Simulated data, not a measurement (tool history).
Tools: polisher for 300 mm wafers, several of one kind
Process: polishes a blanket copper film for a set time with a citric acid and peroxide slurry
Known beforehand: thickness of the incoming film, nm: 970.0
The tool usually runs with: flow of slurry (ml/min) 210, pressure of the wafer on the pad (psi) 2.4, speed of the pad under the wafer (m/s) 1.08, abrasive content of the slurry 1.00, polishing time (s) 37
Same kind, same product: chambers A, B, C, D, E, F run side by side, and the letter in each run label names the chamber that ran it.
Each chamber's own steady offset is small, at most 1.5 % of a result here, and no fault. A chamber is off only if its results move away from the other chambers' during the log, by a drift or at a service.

| run | hour | flow of slurry (ml/min) | pressure of the wafer on the pad (psi) | speed of the pad under the wafer (m/s) | abrasive content of the slurry | polishing time (s) | film removed (angstrom) |
|---|---|---|---|---|---|---|---|
|  | 3.1 | chamber F: worn pad replaced by a new one |
| 1D | 4.6 | 210 | 2.4 | 1.08 | 1.00 | 37 | 604.14 |
| 2C | 7.7 | 210 | 2.4 | 1.08 | 1.00 | 37 | 597.53 |
| 3A | 10.4 | 210 | 2.4 | 1.08 | 1.00 | 37 | 599.07 |
| 4F | 14.0 | 210 | 2.4 | 1.08 | 1.00 | 37 | 602.45 |
| 5B | 19.0 | 210 | 2.4 | 0.72 | 1.25 | 37 | 421.53 |
| 6E | 23.3 | 210 | 2.4 | 0.72 | 1.25 | 37 | 421.17 |
| 7F | 25.8 | 210 | 2.4 | 0.72 | 1.25 | 37 | 432.28 |
| 8A | 29.1 | 210 | 2.4 | 0.72 | 1.25 | 37 | 421.07 |
| 9C | 32.0 | 210 | 2.4 | 0.72 | 1.25 | 37 | 431.34 |
| 10D | 34.8 | 210 | 2.4 | 0.72 | 1.25 | 37 | 423.12 |
| 11B | 38.0 | 210 | 2.4 | 1.08 | 1.00 | 37 | 595.10 |
| 12E | 43.3 | 210 | 2.4 | 1.08 | 1.00 | 37 | 598.20 |
|  | 47.1 | chamber A: worn pad replaced by a new one |
| 13F | 47.1 | 210 | 1.9 | 1.08 | 1.00 | 49 | 640.43 |
| 14C | 52.3 | 210 | 1.9 | 1.08 | 1.00 | 49 | 638.76 |
|  | 53.6 | chamber D: slurry nozzle cleaned |
| 15A | 54.6 | 210 | 1.9 | 1.08 | 1.00 | 49 | 633.24 |
|  | 58.5 | chamber C: worn pad replaced by a new one |
|  | 58.6 | chamber F: head pressure recalibrated |
| 16E | 59.2 | 210 | 1.9 | 1.08 | 1.00 | 49 | 626.89 |
| 17D | 63.3 | 210 | 1.9 | 1.08 | 1.00 | 49 | 644.95 |
| 18B | 67.3 | 210 | 1.9 | 1.08 | 1.00 | 49 | 636.56 |
|  | 69.7 | chamber A: slurry blender recalibrated |
| 19E | 71.8 | 210 | 2.4 | 1.08 | 1.00 | 37 | 604.78 |
|  | 73.7 | chamber B: worn pad replaced by a new one |
| 20B | 76.7 | 210 | 2.4 | 1.08 | 1.00 | 37 | 588.34 |
|  | 79.4 | chamber B: slurry blender recalibrated |
| 21C | 81.6 | 210 | 2.4 | 1.08 | 1.00 | 37 | 598.94 |
| 22F | 84.0 | 210 | 2.4 | 1.08 | 1.00 | 37 | 596.61 |
| 23D | 86.4 | 210 | 2.4 | 1.08 | 1.00 | 37 | 603.38 |
| 24A | 89.5 | 210 | 2.4 | 1.08 | 1.00 | 37 | 589.02 |
| 25B | 92.9 | 210 | 2.4 | 1.08 | 1.00 | 37 | 594.86 |
|  | 93.9 | chamber F: slurry blender recalibrated |
| 26D | 97.2 | 210 | 2.4 | 1.08 | 1.00 | 37 | 603.12 |
| 27E | 101.9 | 210 | 2.4 | 1.08 | 1.00 | 37 | 606.49 |
| 28A | 105.9 | 210 | 2.4 | 1.08 | 1.00 | 37 | 588.63 |
| 29C | 110.8 | 210 | 2.4 | 1.08 | 1.00 | 37 | 599.90 |
|  | 113.7 | chamber D: worn pad replaced by a new one |
| 30F | 114.6 | 210 | 2.4 | 1.08 | 1.00 | 37 | 609.46 |
| 31E | 119.4 | 210 | 2.4 | 1.08 | 1.00 | 37 | 598.80 |
| 32D | 122.0 | 210 | 2.4 | 1.08 | 1.00 | 37 | 612.21 |
| 33B | 124.9 | 210 | 2.4 | 1.08 | 1.00 | 37 | 598.33 |
| 34F | 127.2 | 210 | 2.4 | 1.08 | 1.00 | 37 | 599.69 |
|  | 127.4 | chamber A: worn pad replaced by a new one |
| 35C | 131.2 | 210 | 2.4 | 1.08 | 1.00 | 37 | 589.12 |
| 36A | 134.7 | 210 | 2.4 | 1.08 | 1.00 | 37 | 593.16 |
| 37D | 138.1 | 210 | 2.4 | 1.08 | 1.00 | 37 | 599.86 |
| 38A | 140.9 | 210 | 1.9 | 1.08 | 0.75 | 37 | 443.61 |
| 39F | 143.4 | 210 | 1.9 | 1.08 | 0.75 | 37 | 448.97 |
| 40B | 146.4 | 210 | 1.9 | 1.08 | 0.75 | 37 | 449.84 |
| 41E | 149.9 | 210 | 1.9 | 1.08 | 0.75 | 37 | 445.57 |
|  | 154.6 | chamber C: slurry blender recalibrated |
| 42C | 154.6 | 210 | 1.9 | 1.08 | 0.75 | 37 | 450.94 |

Is one chamber out of step, is the gauge drifting, or do the chambers differ by no more than their own small offsets? For an off chamber, give its letter and the likeliest cause.

Neither any chamber nor the gauge drifts; the chambers differ only by their own small, steady offsets.
